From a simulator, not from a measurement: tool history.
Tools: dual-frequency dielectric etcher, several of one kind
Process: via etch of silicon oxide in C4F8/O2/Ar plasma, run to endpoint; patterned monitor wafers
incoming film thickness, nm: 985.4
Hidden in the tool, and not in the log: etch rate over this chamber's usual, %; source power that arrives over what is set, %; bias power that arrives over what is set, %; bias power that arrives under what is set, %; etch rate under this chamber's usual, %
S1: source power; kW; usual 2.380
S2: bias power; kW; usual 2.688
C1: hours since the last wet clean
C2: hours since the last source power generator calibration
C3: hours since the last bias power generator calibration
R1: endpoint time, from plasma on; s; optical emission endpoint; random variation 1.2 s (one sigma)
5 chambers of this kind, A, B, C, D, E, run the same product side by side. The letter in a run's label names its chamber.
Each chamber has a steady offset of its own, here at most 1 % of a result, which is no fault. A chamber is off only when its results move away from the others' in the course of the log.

Run 1E, hour 7.7: usual settings; C1 345.2; C2 3600.7; C3 2657.9. Result: R1 162.91 s.
Run 2A, hour 17.5: usual settings; C1 449.0; C2 1864.8; C3 990.2. Result: R1 164.67 s.
Run 3C, hour 29.3: usual settings; C1 151.2; C2 2683.4; C3 1824.2. Result: R1 167.51 s.
Run 4B, hour 38.0: usual settings; C1 487.8; C2 4406.5; C3 2256.8. Result: R1 167.59 s.
At hour 38.5: chamber A: wet clean of the chamber.
Run 5D, hour 49.8: usual settings; C1 238.9; C2 1485.6; C3 212.1. Result: R1 165.25 s.
Run 6B, hour 59.7: usual settings; C1 509.5; C2 4428.2; C3 2278.5. Result: R1 165.87 s.
Run 7C, hour 71.2: usual settings; C1 193.1; C2 2725.3; C3 1866.1. Result: R1 164.98 s.
Run 8A, hour 80.5: usual settings; C1 42.0; C2 1927.8; C3 1053.2. Result: R1 165.40 s.
Run 9E, hour 91.7: usual settings; C1 429.2; C2 3684.7; C3 2741.9. Result: R1 164.00 s.
Run 10D, hour 101.1: usual settings; C1 290.2; C2 1536.9; C3 263.4. Result: R1 165.45 s.
Run 11B, hour 108.4: usual settings; C1 558.2; C2 4476.9; C3 2327.2. Result: R1 168.20 s.
Run 12A, hour 117.8: usual settings but S1 2.950 kW, S2 2.329 kW; C1 79.3; C2 1965.1; C3 1090.5. Result: R1 160.37 s.
Run 13E, hour 127.2: usual settings but S1 2.950 kW, S2 2.329 kW; C1 464.7; C2 3720.2; C3 2777.4. Result: R1 157.90 s.
At hour 128.9: chamber B: wet clean of the chamber.
At hour 131.7: chamber E: wet clean of the chamber.
Run 14D, hour 134.1: usual settings but S1 2.950 kW, S2 2.329 kW; C1 323.2; C2 1569.9; C3 296.4. Result: R1 160.73 s.
Run 15C, hour 140.9: usual settings but S1 2.950 kW, S2 2.329 kW; C1 262.8; C2 2795.0; C3 1935.8. Result: R1 160.30 s.
Run 16C, hour 150.9: usual settings but S1 2.950 kW, S2 2.329 kW; C1 272.8; C2 2805.0; C3 1945.8. Result: R1 157.87 s.
Run 17A, hour 158.4: usual settings; C1 119.9; C2 2005.7; C3 1131.1. Result: R1 165.21 s.
Run 18B, hour 169.7: usual settings; C1 40.8; C2 4538.2; C3 2388.5. Result: R1 166.02 s.
Run 19D, hour 177.0: usual settings; C1 366.1; C2 1612.8; C3 339.3. Result: R1 171.06 s.
Run 20E, hour 188.5: usual settings but S1 2.030 kW; C1 56.8; C2 3781.5; C3 2838.7. Result: R1 172.32 s.
Run 21D, hour 193.9: usual settings but S1 2.030 kW; C1 383.0; C2 1629.7; C3 356.2. Result: R1 180.91 s.
Run 22A, hour 202.0: usual settings but S1 2.030 kW; C1 163.5; C2 2049.3; C3 1174.7. Result: R1 179.20 s.
Run 23B, hour 213.3: usual settings but S1 2.030 kW; C1 84.4; C2 4581.8; C3 2432.1. Result: R1 177.05 s.
Run 24E, hour 221.7: usual settings but S1 2.030 kW; C1 90.0; C2 3814.7; C3 2871.9. Result: R1 174.82 s.
Run 25C, hour 232.2: usual settings; C1 354.1; C2 2886.3; C3 2027.1. Result: R1 166.52 s.
Run 26A, hour 243.6: usual settings; C1 205.1; C2 2090.9; C3 1216.3. Result: R1 167.99 s.
Run 27E, hour 252.7: usual settings but S1 2.930 kW; C1 121.0; C2 3845.7; C3 2902.9. Result: R1 149.01 s.
Run 28D, hour 259.8: usual settings but S1 2.930 kW; C1 448.9; C2 1695.6; C3 422.1. Result: R1 162.36 s.
Run 29B, hour 270.6: usual settings but S1 2.930 kW; C1 141.7; C2 4639.1; C3 2489.4. Result: R1 154.19 s.
Run 30C, hour 281.9: usual settings but S1 2.930 kW; C1 403.8; C2 2936.0; C3 2076.8. Result: R1 152.38 s.
Run 31E, hour 287.1: usual settings but S1 2.930 kW; C1 155.4; C2 3880.1; C3 2937.3. Result: R1 150.35 s.
Run 32D, hour 296.4: usual settings; C1 485.5; C2 1732.2; C3 458.7. Result: R1 175.84 s.

All 5 chambers run these settings next. Forecast each chamber's results:
Run 33A, hour 304.9: usual settings. Result: R1 ?.
Run 33B, hour 304.9: usual settings. Result: R1 ?.
Run 33C, hour 304.9: usual settings. Result: R1 ?.
Run 33D, hour 304.9: usual settings. Result: R1 ?.
Run 33E, hour 304.9: usual settings. Result: R1 ?.

run      R1
33A  166.50
33B  167.01
33C  165.93
33D  173.38
33E  162.25
